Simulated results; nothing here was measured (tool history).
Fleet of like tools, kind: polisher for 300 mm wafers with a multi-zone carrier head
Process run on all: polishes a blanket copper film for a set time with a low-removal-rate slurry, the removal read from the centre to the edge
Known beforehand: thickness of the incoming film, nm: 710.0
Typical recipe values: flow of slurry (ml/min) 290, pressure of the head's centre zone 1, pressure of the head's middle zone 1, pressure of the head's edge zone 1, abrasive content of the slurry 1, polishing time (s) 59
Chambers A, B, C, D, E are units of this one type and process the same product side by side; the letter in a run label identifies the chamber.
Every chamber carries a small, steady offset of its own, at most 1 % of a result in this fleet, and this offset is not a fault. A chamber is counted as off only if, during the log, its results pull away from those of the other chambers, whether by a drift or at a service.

| run | day | flow of slurry (ml/min) | pressure of the head's centre zone | pressure of the head's middle zone | pressure of the head's edge zone | abrasive content of the slurry | polishing time (s) | film removed at the wafer's centre (angstrom) | film removed at mid-radius (angstrom) | film removed at the wafer's edge (angstrom) |
|---|---|---|---|---|---|---|---|---|---|---|
| 1A | 0.258 | 290 | 1 | 1 | 1 | 1 | 59 | 857.89 | 858.07 | 870.2 |
| 2C | 0.496 | 290 | 1 | 1 | 1 | 1 | 59 | 865.58 | 859.45 | 865.12 |
|  | 0.604 | chamber C: worn pad replaced by a new one |
| 3D | 0.812 | 290 | 1 | 1 | 1 | 1 | 59 | 850.09 | 839.74 | 858.02 |
| 4B | 1.008 | 290 | 1 | 1 | 1 | 1 | 59 | 871.44 | 859.86 | 853.16 |
| 5E | 1.296 | 290 | 1 | 1 | 1 | 1 | 59 | 866.1 | 866.42 | 866.18 |
| 6B | 1.483 | 290 | 1 | 1 | 1 | 1 | 59 | 862.02 | 849.46 | 862.84 |
|  | 1.621 | chamber A: worn pad replaced by a new one |
| 7E | 1.754 | 290 | 1 | 1 | 1 | 1 | 59 | 853.66 | 863.88 | 871.99 |
| 8D | 1.958 | 290 | 1 | 1 | 1 | 1 | 59 | 860.19 | 876.24 | 878.71 |
| 9A | 2.296 | 290 | 1 | 1 | 1 | 1 | 59 | 864.03 | 863.96 | 871.99 |
| 10C | 2.462 | 290 | 1 | 1 | 1 | 1 | 59 | 872.46 | 856.88 | 860.04 |
| 11A | 2.783 | 290 | 1 | 1 | 1 | 1 | 59 | 855.29 | 877.31 | 880.23 |
| 12C | 2.979 | 290 | 1 | 1 | 1 | 1 | 59 | 879.67 | 869.18 | 883.4 |
|  | 3.146 | chamber B: worn pad replaced by a new one |
| 13B | 3.221 | 290 | 1 | 1 | 1 | 1 | 59 | 858.61 | 842.92 | 863.77 |
| 14E | 3.425 | 290 | 1 | 1 | 1 | 1 | 59 | 885.28 | 874.69 | 863.56 |
| 15D | 3.646 | 290 | 1 | 1 | 1 | 1 | 59 | 861.65 | 860.85 | 858.49 |
|  | 3.746 | chamber E: worn pad replaced by a new one |
| 16D | 3.858 | 290 | 1 | 1 | 1 | 1 | 59 | 857.24 | 864.28 | 858.27 |
| 17B | 4.167 | 290 | 1 | 1 | 1 | 1 | 59 | 857.72 | 856.67 | 859.8 |
|  | 4.333 | chamber C: worn pad replaced by a new one |
| 18A | 4.475 | 290 | 1 | 1 | 1 | 1 | 59 | 851.18 | 862.44 | 868.86 |
| 19E | 4.642 | 290 | 1 | 1 | 1 | 1 | 59 | 862.29 | 854.81 | 868.9 |
| 20C | 4.812 | 290 | 1 | 1 | 1 | 1 | 59 | 857 | 857.82 | 869.95 |
| 21C | 5.104 | 290 | 1 | 1 | 1 | 1 | 59 | 864.52 | 856.29 | 858.12 |
| 22B | 5.312 | 250 | 1 | 0.88 | 1 | 1 | 59 | 839.58 | 748.35 | 835.01 |
| 23A | 5.592 | 250 | 1 | 0.88 | 1 | 1 | 59 | 834.27 | 735.09 | 859.83 |
|  | 5.625 | chamber D: slurry nozzle cleaned |
|  | 5.654 | chamber E: slurry nozzle cleaned |
|  | 5.662 | chamber D: worn pad replaced by a new one |
| 24D | 5.929 | 250 | 1 | 0.88 | 1 | 1 | 59 | 841.62 | 757.05 | 857.09 |
|  | 5.946 | chamber B: centre zone pressure recalibrated |
| 25E | 6.175 | 250 | 1 | 0.88 | 1 | 1 | 59 | 832.59 | 763.1 | 849.19 |
|  | 6.246 | chamber E: edge zone pressure recalibrated |
| 26C | 6.492 | 250 | 1 | 0.88 | 1 | 1 | 59 | 861.35 | 747.91 | 867.61 |
|  | 6.658 | chamber A: worn pad replaced by a new one |
| 27A | 6.704 | 290 | 0.96 | 1 | 0.96 | 1 | 59 | 813.08 | 850.75 | 853.18 |
| 28B | 6.871 | 290 | 0.96 | 1 | 0.96 | 1 | 59 | 839.01 | 886.2 | 852.02 |
| 29D | 7.125 | 290 | 0.96 | 1 | 0.96 | 1 | 59 | 841.32 | 843.66 | 839.84 |
| 30E | 7.325 | 290 | 0.96 | 1 | 0.96 | 1 | 59 | 835.88 | 871.03 | 837.93 |
| 31D | 7.517 | 290 | 0.96 | 1 | 0.96 | 1 | 59 | 809.08 | 857.62 | 832.91 |

One chamber off, gauge drift, or nothing amiss beyond the chambers' own small offsets? If it is a chamber, which one, and what is the likeliest cause?

Neither any chamber nor the gauge drifts; the chambers differ only by their own small, steady offsets.
